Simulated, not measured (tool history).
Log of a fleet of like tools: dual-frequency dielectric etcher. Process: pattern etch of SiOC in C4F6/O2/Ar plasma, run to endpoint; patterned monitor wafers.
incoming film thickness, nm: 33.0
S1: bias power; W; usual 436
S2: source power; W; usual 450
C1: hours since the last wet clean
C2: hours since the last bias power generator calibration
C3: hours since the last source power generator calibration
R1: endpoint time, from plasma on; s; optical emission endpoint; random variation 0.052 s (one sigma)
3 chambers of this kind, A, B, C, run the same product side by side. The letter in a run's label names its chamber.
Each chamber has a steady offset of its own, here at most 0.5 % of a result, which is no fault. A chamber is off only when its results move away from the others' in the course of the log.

Run 1A, hour 10.1: usual settings; C1 291.6; C2 1037.1; C3 1555.8. Result: R1 11.100 s.
Run 2C, hour 17.5: usual settings; C1 365.0; C2 1234.7; C3 1603.5. Result: R1 11.192 s.
Run 3B, hour 25.8: usual settings; C1 219.6; C2 2496.2; C3 2807.4. Result: R1 11.214 s.
Run 4B, hour 32.2: usual settings; C1 226.0; C2 2502.6; C3 2813.8. Result: R1 11.232 s.
At hour 34.5: chamber C: wet clean of the chamber.
Run 5C, hour 38.6: usual settings; C1 4.1; C2 1255.8; C3 1624.6. Result: R1 11.250 s.
Run 6A, hour 49.1: usual settings but S1 483 W, S2 370 W; C1 330.6; C2 1076.1; C3 1594.8. Result: R1 11.488 s.
Run 7A, hour 61.4: usual settings but S1 483 W, S2 370 W; C1 342.9; C2 1088.4; C3 1607.1. Result: R1 11.590 s.
Run 8C, hour 73.8: usual settings but S1 483 W, S2 370 W; C1 39.3; C2 1291.0; C3 1659.8. Result: R1 11.588 s.
Run 9B, hour 85.9: usual settings; C1 279.7; C2 2556.3; C3 2867.5. Result: R1 11.349 s.
Run 10B, hour 95.3: usual settings; C1 289.1; C2 2565.7; C3 2876.9. Result: R1 11.301 s.
Run 11C, hour 101.2: usual settings but S1 338 W, S2 350 W; C1 66.7; C2 1318.4; C3 1687.2. Result: R1 13.534 s.
Run 12A, hour 111.1: usual settings but S1 338 W, S2 350 W; C1 392.6; C2 1138.1; C3 1656.8. Result: R1 13.404 s.
Run 13A, hour 122.1: usual settings but S1 338 W, S2 350 W; C1 403.6; C2 1149.1; C3 1667.8. Result: R1 13.306 s.
Run 14C, hour 133.1: usual settings; C1 98.6; C2 1350.3; C3 1719.1. Result: R1 11.197 s.
Run 15B, hour 145.9: usual settings; C1 339.7; C2 2616.3; C3 2927.5. Result: R1 11.131 s.
Run 16B, hour 154.3: usual settings; C1 348.1; C2 2624.7; C3 2935.9. Result: R1 11.157 s.
Run 17C, hour 162.1: usual settings; C1 127.6; C2 1379.3; C3 1748.1. Result: R1 11.116 s.
Run 18A, hour 169.7: usual settings; C1 451.2; C2 1196.7; C3 1715.4. Result: R1 11.134 s.
Run 19B, hour 176.7: usual settings; C1 370.5; C2 2647.1; C3 2958.3. Result: R1 11.176 s.
Run 20A, hour 188.2: usual settings but S1 348 W, S2 350 W; C1 469.7; C2 1215.2; C3 1733.9. Result: R1 13.221 s.
At hour 194.1: chamber B: wet clean of the chamber.
Run 21C, hour 194.2: usual settings but S1 348 W, S2 350 W; C1 159.7; C2 1411.4; C3 1780.2. Result: R1 13.307 s.
Run 22C, hour 204.9: usual settings but S1 348 W, S2 350 W; C1 170.4; C2 1422.1; C3 1790.9. Result: R1 13.283 s.
Run 23B, hour 214.4: usual settings; C1 20.3; C2 2684.8; C3 2996.0. Result: R1 11.220 s.
Run 24A, hour 223.9: usual settings; C1 505.4; C2 1250.9; C3 1769.6. Result: R1 11.105 s.
Run 25A, hour 232.2: usual settings; C1 513.7; C2 1259.2; C3 1777.9. Result: R1 11.073 s.
Run 26C, hour 245.1: usual settings; C1 210.6; C2 1462.3; C3 1831.1. Result: R1 11.256 s.

Next, every chamber runs the same settings. What will each give?
Run 27A, hour 254.5: usual settings but S1 488 W. Result: R1 ?.
Run 27B, hour 254.5: usual settings but S1 488 W. Result: R1 ?.
Run 27C, hour 254.5: usual settings but S1 488 W. Result: R1 ?.

run      R1
27A  10.633
27B  10.694
27C  10.601

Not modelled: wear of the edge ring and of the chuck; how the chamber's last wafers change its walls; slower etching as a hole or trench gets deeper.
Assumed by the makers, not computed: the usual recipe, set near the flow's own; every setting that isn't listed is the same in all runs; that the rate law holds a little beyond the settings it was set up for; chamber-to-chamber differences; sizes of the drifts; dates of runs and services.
